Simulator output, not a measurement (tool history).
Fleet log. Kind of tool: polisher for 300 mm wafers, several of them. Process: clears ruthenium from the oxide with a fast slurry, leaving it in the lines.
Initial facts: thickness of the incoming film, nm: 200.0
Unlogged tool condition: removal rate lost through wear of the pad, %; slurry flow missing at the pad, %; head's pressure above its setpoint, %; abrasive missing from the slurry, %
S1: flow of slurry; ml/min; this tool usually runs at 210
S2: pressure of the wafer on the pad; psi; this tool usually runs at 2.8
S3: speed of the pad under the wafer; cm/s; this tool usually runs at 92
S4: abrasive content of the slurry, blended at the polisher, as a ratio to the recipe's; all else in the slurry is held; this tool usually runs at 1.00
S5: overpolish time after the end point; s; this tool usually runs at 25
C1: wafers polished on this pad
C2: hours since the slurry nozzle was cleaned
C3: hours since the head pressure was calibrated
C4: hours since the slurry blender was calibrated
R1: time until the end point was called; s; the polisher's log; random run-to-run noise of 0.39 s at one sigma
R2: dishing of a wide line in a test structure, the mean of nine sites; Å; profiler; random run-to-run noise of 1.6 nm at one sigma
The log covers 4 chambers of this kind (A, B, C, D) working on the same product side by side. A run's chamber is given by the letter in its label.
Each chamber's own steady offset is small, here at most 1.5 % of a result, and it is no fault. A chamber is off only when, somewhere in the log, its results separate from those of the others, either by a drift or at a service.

run,hour,S1,S2,S3,S4,S5,C1,C2,C3,C4,R1,R2
# hour 3.6: chamber A: slurry blender recalibrated
1A,9.1,210,2.8,92,1.00,25,695,193.5,227.3,5.6,47.703,750.47
2B,15.3,210,2.8,92,1.00,25,851,492.2,202.9,25.7,47.914,730.04
# hour 19.2: chamber B: worn pad replaced by a new one
3C,22.4,210,2.8,92,1.00,25,951,247.8,430.1,262.6,48.188,750.55
# hour 22.8: chamber A: worn pad replaced by a new one
4D,30.7,210,2.8,92,1.00,25,356,95.4,1182.4,170.5,48.012,719.70
5B,38.6,165,2.8,76,1.00,25,129,515.5,226.2,49.0,60.657,628.56
6A,46.1,165,2.8,76,1.00,25,155,230.5,264.3,42.6,60.559,625.62
7C,51.6,165,2.8,76,1.00,25,1146,277.0,459.3,291.8,60.667,595.09
8D,56.4,165,2.8,76,1.00,25,528,121.1,1208.1,196.2,59.695,610.06
# hour 59.1: chamber A: slurry nozzle cleaned
9A,64.7,235,2.8,92,1.00,25,279,5.6,282.9,61.2,47.925,748.96
10D,70.5,235,2.8,92,1.00,25,622,135.2,1222.2,210.3,47.062,752.69
11C,76.9,235,2.8,92,1.00,25,1315,302.3,484.6,317.1,47.088,782.00
12B,81.6,235,2.8,92,1.00,25,416,558.5,269.2,92.0,48.187,753.60
# hour 87.8: chamber C: worn pad replaced by a new one
13A,88.6,210,1.9,92,1.00,25,439,29.5,306.8,85.1,70.961,552.89
14D,92.8,210,1.9,92,1.00,25,770,157.5,1244.5,232.6,71.897,534.22
15B,98.0,210,1.9,92,1.00,25,525,574.9,285.6,108.4,71.311,530.24
16C,103.7,210,1.9,92,1.00,25,106,329.1,511.4,343.9,70.567,534.77
17D,108.4,210,2.8,92,1.00,39,874,173.1,1260.1,248.2,47.441,1024.20
18A,114.7,210,2.8,92,1.00,39,613,55.6,332.9,111.2,48.040,1043.00
# hour 117.0: chamber B: slurry blender recalibrated
19C,122.7,210,2.8,92,1.00,39,232,348.1,530.4,362.9,47.569,1012.70
# hour 129.0: chamber A: worn pad replaced by a new one
20B,130.5,210,2.8,92,1.00,39,741,607.4,318.1,13.6,48.174,1010.60
21D,136.8,210,2.8,92,1.00,25,1063,201.5,1288.5,276.6,47.354,752.99
22B,143.8,210,2.8,92,1.00,25,830,620.7,331.4,26.9,48.772,748.47
23C,148.3,210,2.8,70,1.00,25,403,373.7,556.0,388.5,63.841,596.10
# hour 150.7: chamber B: worn pad replaced by a new one
24A,156.1,210,2.8,70,1.00,25,181,97.0,374.3,152.6,63.044,612.68
# hour 160.3: chamber B: slurry nozzle cleaned
25C,161.4,210,2.8,70,1.00,25,490,386.8,569.1,401.6,63.162,591.70
26B,169.9,210,2.8,70,1.00,25,128,9.6,357.5,53.0,64.382,578.21
27A,174.0,210,2.8,92,1.00,25,300,114.9,392.2,170.5,47.958,728.40
28D,180.6,210,2.8,92,1.00,25,1355,245.3,1332.3,320.4,48.168,738.39
29B,186.4,210,2.8,92,1.00,25,238,26.1,374.0,69.5,48.467,737.45
30D,190.8,210,2.8,92,1.00,25,1423,255.5,1342.5,330.6,47.939,715.55
# hour 193.2: chamber D: worn pad replaced by a new one
# hour 194.3: chamber C: slurry blender recalibrated
31A,197.1,210,2.8,92,1.00,25,454,138.0,415.3,193.6,48.388,753.43
# hour 198.3: chamber D: head pressure recalibrated
32C,204.2,210,2.8,92,1.00,25,776,429.6,611.9,10.0,48.298,728.78
# hour 208.1: chamber D: slurry blender recalibrated
33D,212.1,210,2.8,92,1.00,25,126,276.8,13.8,4.1,47.917,760.55
34B,217.9,210,2.8,92,1.00,25,448,57.6,405.5,101.0,48.459,769.28
35C,222.1,210,2.4,92,0.75,25,895,447.5,629.8,27.9,64.678,583.75
36A,228.1,210,2.4,92,0.75,25,661,169.0,446.3,224.6,64.853,606.06
37A,236.5,210,2.4,92,0.75,25,717,177.4,454.7,233.0,64.635,587.67
# hour 237.3: chamber B: slurry blender recalibrated
38C,241.4,210,2.4,92,0.75,25,1024,466.8,649.1,47.2,64.652,577.63
39B,249.8,210,2.8,92,1.00,25,661,89.5,437.4,12.6,47.469,741.17
40D,256.6,210,2.8,92,1.00,25,422,321.3,58.3,48.6,46.885,759.94

All 4 chambers run these settings next. Forecast each chamber's results:
41A,263.4,210,2.8,92,1.00,25,,,,,?,?
41B,263.4,210,2.8,92,1.00,25,,,,,?,?
41C,263.4,210,2.8,92,1.00,25,,,,,?,?
41D,263.4,210,2.8,92,1.00,25,,,,,?,?

run,R1,R2
41A,48.189,750.65
41B,47.563,754.26
41C,48.313,753.08
41D,47.707,723.22
